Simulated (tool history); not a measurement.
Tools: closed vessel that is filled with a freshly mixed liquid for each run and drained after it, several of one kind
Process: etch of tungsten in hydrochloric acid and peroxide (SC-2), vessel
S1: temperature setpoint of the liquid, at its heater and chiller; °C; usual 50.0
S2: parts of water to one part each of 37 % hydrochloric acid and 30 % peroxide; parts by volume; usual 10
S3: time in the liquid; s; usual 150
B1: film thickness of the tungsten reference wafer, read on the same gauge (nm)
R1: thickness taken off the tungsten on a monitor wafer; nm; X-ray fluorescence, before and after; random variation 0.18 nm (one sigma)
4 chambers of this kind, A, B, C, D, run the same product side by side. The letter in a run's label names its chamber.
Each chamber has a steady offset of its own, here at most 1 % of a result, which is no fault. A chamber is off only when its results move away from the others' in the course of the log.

run 1A day=0.467 | S1=50.0 S2=10 S3=150 | B1=39.990 | R1=23.634
run 2D day=0.721 | S1=50.0 S2=10 S3=150 | B1=39.973 | R1=23.500
run 3B day=1.050 | S1=50.0 S2=10 S3=150 | B1=39.989 | R1=23.451
run 4C day=1.479 | S1=50.0 S2=10 S3=150 | B1=40.003 | R1=23.247
run 5C day=1.950 | S1=50.0 S2=10 S3=150 | B1=40.009 | R1=23.519
run 6D day=2.367 | S1=50.0 S2=10 S3=150 | B1=39.964 | R1=23.635
run 7B day=2.796 | S1=50.0 S2=10 S3=185 | B1=39.976 | R1=29.270
run 8A day=3.083 | S1=50.0 S2=10 S3=185 | B1=40.001 | R1=28.777
run 9D day=3.454 | S1=50.0 S2=10 S3=185 | B1=40.001 | R1=28.861
run 10C day=3.800 | S1=50.0 S2=10 S3=185 | B1=40.028 | R1=29.074
run 11B day=4.296 | S1=50.0 S2=10 S3=185 | B1=39.968 | R1=29.032
run 12A day=4.696 | S1=50.0 S2=10 S3=185 | B1=40.030 | R1=28.021
run 13D day=4.971 | S1=50.0 S2=10 S3=185 | B1=39.953 | R1=28.909
run 14C day=5.300 | S1=50.0 S2=10 S3=185 | B1=39.947 | R1=29.375
run 15B day=5.717 | S1=50.0 S2=10 S3=110 | B1=39.978 | R1=16.955
run 16A day=6.042 | S1=50.0 S2=10 S3=110 | B1=39.981 | R1=16.612
run 17A day=6.442 | S1=50.0 S2=10 S3=110 | B1=40.026 | R1=16.631
run 18C day=6.771 | S1=50.0 S2=10 S3=110 | B1=40.014 | R1=17.298
run 19B day=7.175 | S1=59.5 S2=10 S3=150 | B1=40.035 | R1=42.745
run 20D day=7.512 | S1=59.5 S2=10 S3=150 | B1=39.941 | R1=43.079
run 21A day=7.879 | S1=59.5 S2=10 S3=150 | B1=40.019 | R1=41.740
run 22C day=8.158 | S1=59.5 S2=10 S3=150 | B1=39.984 | R1=43.675
run 23B day=8.525 | S1=50.0 S2=6 S3=70 | B1=39.998 | R1=16.424
run 24D day=8.875 | S1=50.0 S2=6 S3=70 | B1=39.975 | R1=16.149
run 25B day=9.225 | S1=50.0 S2=6 S3=70 | B1=40.027 | R1=16.567
run 26D day=9.475 | S1=50.0 S2=6 S3=70 | B1=40.017 | R1=16.211
run 27C day=9.821 | S1=50.0 S2=13 S3=150 | B1=39.994 | R1=18.657
run 28A day=10.279 | S1=50.0 S2=13 S3=150 | B1=40.017 | R1=17.942
run 29C day=10.654 | S1=50.0 S2=13 S3=150 | B1=40.001 | R1=18.856
run 30B day=10.879 | S1=50.0 S2=13 S3=150 | B1=39.962 | R1=18.879
run 31D day=11.329 | S1=50.0 S2=10 S3=150 | B1=40.021 | R1=23.506
run 32A day=11.829 | S1=47.0 S2=10 S3=95 | B1=39.995 | R1=11.394
run 33A day=12.254 | S1=47.0 S2=10 S3=95 | B1=39.947 | R1=11.453
run 34B day=12.688 | S1=47.0 S2=10 S3=95 | B1=40.005 | R1=12.185

All 4 chambers run these settings next. Forecast each chamber's results:
run 35A day=13.050 | S1=50.0 S2=10 S3=150 | R1=?
run 35B day=13.050 | S1=50.0 S2=10 S3=150 | R1=?
run 35C day=13.050 | S1=50.0 S2=10 S3=150 | R1=?
run 35D day=13.050 | S1=50.0 S2=10 S3=150 | R1=?

run=35A R1=21.813
run=35B R1=23.253
run=35C R1=23.689
run=35D R1=23.371
